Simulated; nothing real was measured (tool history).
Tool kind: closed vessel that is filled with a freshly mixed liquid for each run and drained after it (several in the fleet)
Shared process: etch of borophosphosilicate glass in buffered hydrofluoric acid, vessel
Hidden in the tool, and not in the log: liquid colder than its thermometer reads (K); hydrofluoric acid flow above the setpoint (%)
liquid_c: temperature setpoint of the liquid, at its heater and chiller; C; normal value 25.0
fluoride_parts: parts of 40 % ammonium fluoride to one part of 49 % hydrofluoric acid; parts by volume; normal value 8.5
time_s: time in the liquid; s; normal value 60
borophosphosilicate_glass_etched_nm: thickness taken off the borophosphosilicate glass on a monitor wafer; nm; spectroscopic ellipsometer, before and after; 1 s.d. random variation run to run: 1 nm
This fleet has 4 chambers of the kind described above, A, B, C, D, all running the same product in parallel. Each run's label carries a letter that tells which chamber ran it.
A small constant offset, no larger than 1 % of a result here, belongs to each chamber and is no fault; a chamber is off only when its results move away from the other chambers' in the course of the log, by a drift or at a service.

run   hour  liquid_c  fluoride_parts  time_s  hours since the thermometer was replaced  hours since the hydrofluoric acid flow meter was replaced  read-back film thickness of the borophosphosilicate glass reference wafer, read on the same gauge (nm)  borophosphosilicate_glass_etched_nm
 1A    4.6      25.0             8.5      60                                     113.2                                                     1310.6                                                                                                  60.004                               217.91
 2C    9.3      25.0             8.5      60                                    1637.7                                                      792.9                                                                                                  60.007                               220.62
 3D   13.8      25.0             8.5      60                                     577.5                                                     1588.4                                                                                                  59.986                               216.84
 4B   17.1      25.0             8.5      60                                     730.6                                                      133.9                                                                                                  59.991                               215.29
 5A   21.2      25.0             8.5      60                                     129.8                                                     1327.2                                                                                                  60.003                               218.63
 6C   27.0      25.0             8.5      60                                    1655.4                                                      810.6                                                                                                  59.976                               218.62
 7B   31.9      25.0             8.5      60                                     745.4                                                      148.7                                                                                                  59.966                               217.76
 8D   37.0      25.0             8.5      60                                     600.7                                                     1611.6                                                                                                  60.024                               216.18
 9B   40.1      25.0             8.5      60                                     753.6                                                      156.9                                                                                                  59.979                               216.33
10A   45.7      27.5             8.5      95                                     154.3                                                     1351.7                                                                                                  60.025                               397.25
11D   52.5      27.5             8.5      95                                     616.2                                                     1627.1                                                                                                  60.043                               390.70
12C   56.2      27.5             8.5      95                                    1684.6                                                      839.8                                                                                                  60.001                               394.50
13C   60.1      27.5             8.5      95                                    1688.5                                                      843.7                                                                                                  60.009                               399.77
14A   64.6      25.0             8.5      60                                     173.2                                                     1370.6                                                                                                  60.016                               218.52
15B   70.1      25.0             8.5      60                                     783.6                                                      186.9                                                                                                  59.974                               217.34
16D   74.4      25.0             8.5      60                                     638.1                                                     1649.0                                                                                                  60.039                               216.91
17A   79.3      25.0             8.5      60                                     187.9                                                     1385.3                                                                                                  59.994                               218.66
18B   84.3      25.0             8.5      60                                     797.8                                                      201.1                                                                                                  59.964                               215.83
19D   89.9      25.0             8.5      60                                     653.6                                                     1664.5                                                                                                  59.965                               218.28
20C   95.2      25.0             8.5      60                                    1723.6                                                      878.8                                                                                                  60.001                               218.35
21D   99.1      25.0             8.5      60                                     662.8                                                     1673.7                                                                                                  59.990                               214.78
22A  104.3      25.0             8.5      60                                     212.9                                                     1410.3                                                                                                  60.018                               217.20
23B  111.0      25.0             8.5      60                                     824.5                                                      227.8                                                                                                  60.022                               215.99
24C  116.4      25.0             8.5      60                                    1744.8                                                      900.0                                                                                                  60.012                               219.99
25A  119.9      21.5            12.0      60                                     228.5                                                     1425.9                                                                                                  59.973                               132.43
26B  126.8      21.5            12.0      60                                     840.3                                                      243.6                                                                                                  60.006                               132.63
27C  133.4      21.5            12.0      60                                    1761.8                                                      917.0                                                                                                  60.037                               131.50
28D  140.0      21.5            12.0      60                                     703.7                                                     1714.6                                                                                                  59.987                               131.86
29C  144.3      25.0             8.5      60                                    1772.7                                                      927.9                                                                                                  59.999                               218.11
30B  147.6      25.0             8.5      60                                     861.1                                                      264.4                                                                                                  59.990                               216.03
31A  151.4      25.0             8.5      60                                     260.0                                                     1457.4                                                                                                  60.002                               219.74
32D  156.5      25.0             8.5      60                                     720.2                                                     1731.1                                                                                                  60.000                               215.64
33A  162.3      25.0            10.0      60                                     270.9                                                     1468.3                                                                                                  59.971                               191.48
34D  166.7      25.0            10.0      60                                     730.4                                                     1741.3                                                                                                  59.991                               189.08
35B  172.8      25.0            10.0      60                                     886.3                                                      289.6                                                                                                  59.951                               189.01
36C  176.9      25.0            10.0      60                                    1805.3                                                      960.5                                                                                                  59.979                               192.63
37B  182.2      25.0             8.5      60                                     895.7                                                      299.0                                                                                                  60.011                               216.43
38C  186.0      25.0             8.5      60                                    1814.4                                                      969.6                                                                                                  60.036                               217.65
39D  189.5      25.0             8.5      60                                     753.2                                                     1764.1                                                                                                  60.031                               216.15

For the next run the whole fleet of 4 chambers uses the same settings. Give each chamber's results:
40A  194.4      25.0            11.5      60                                                                                                                                                                                                                                                 ?
40B  194.4      25.0            11.5      60                                                                                                                                                                                                                                                 ?
40C  194.4      25.0            11.5      60                                                                                                                                                                                                                                                 ?
40D  194.4      25.0            11.5      60                                                                                                                                                                                                                                                 ?

run  borophosphosilicate_glass_etched_nm
40A                               166.00
40B                               164.67
40C                               167.55
40D                               166.22

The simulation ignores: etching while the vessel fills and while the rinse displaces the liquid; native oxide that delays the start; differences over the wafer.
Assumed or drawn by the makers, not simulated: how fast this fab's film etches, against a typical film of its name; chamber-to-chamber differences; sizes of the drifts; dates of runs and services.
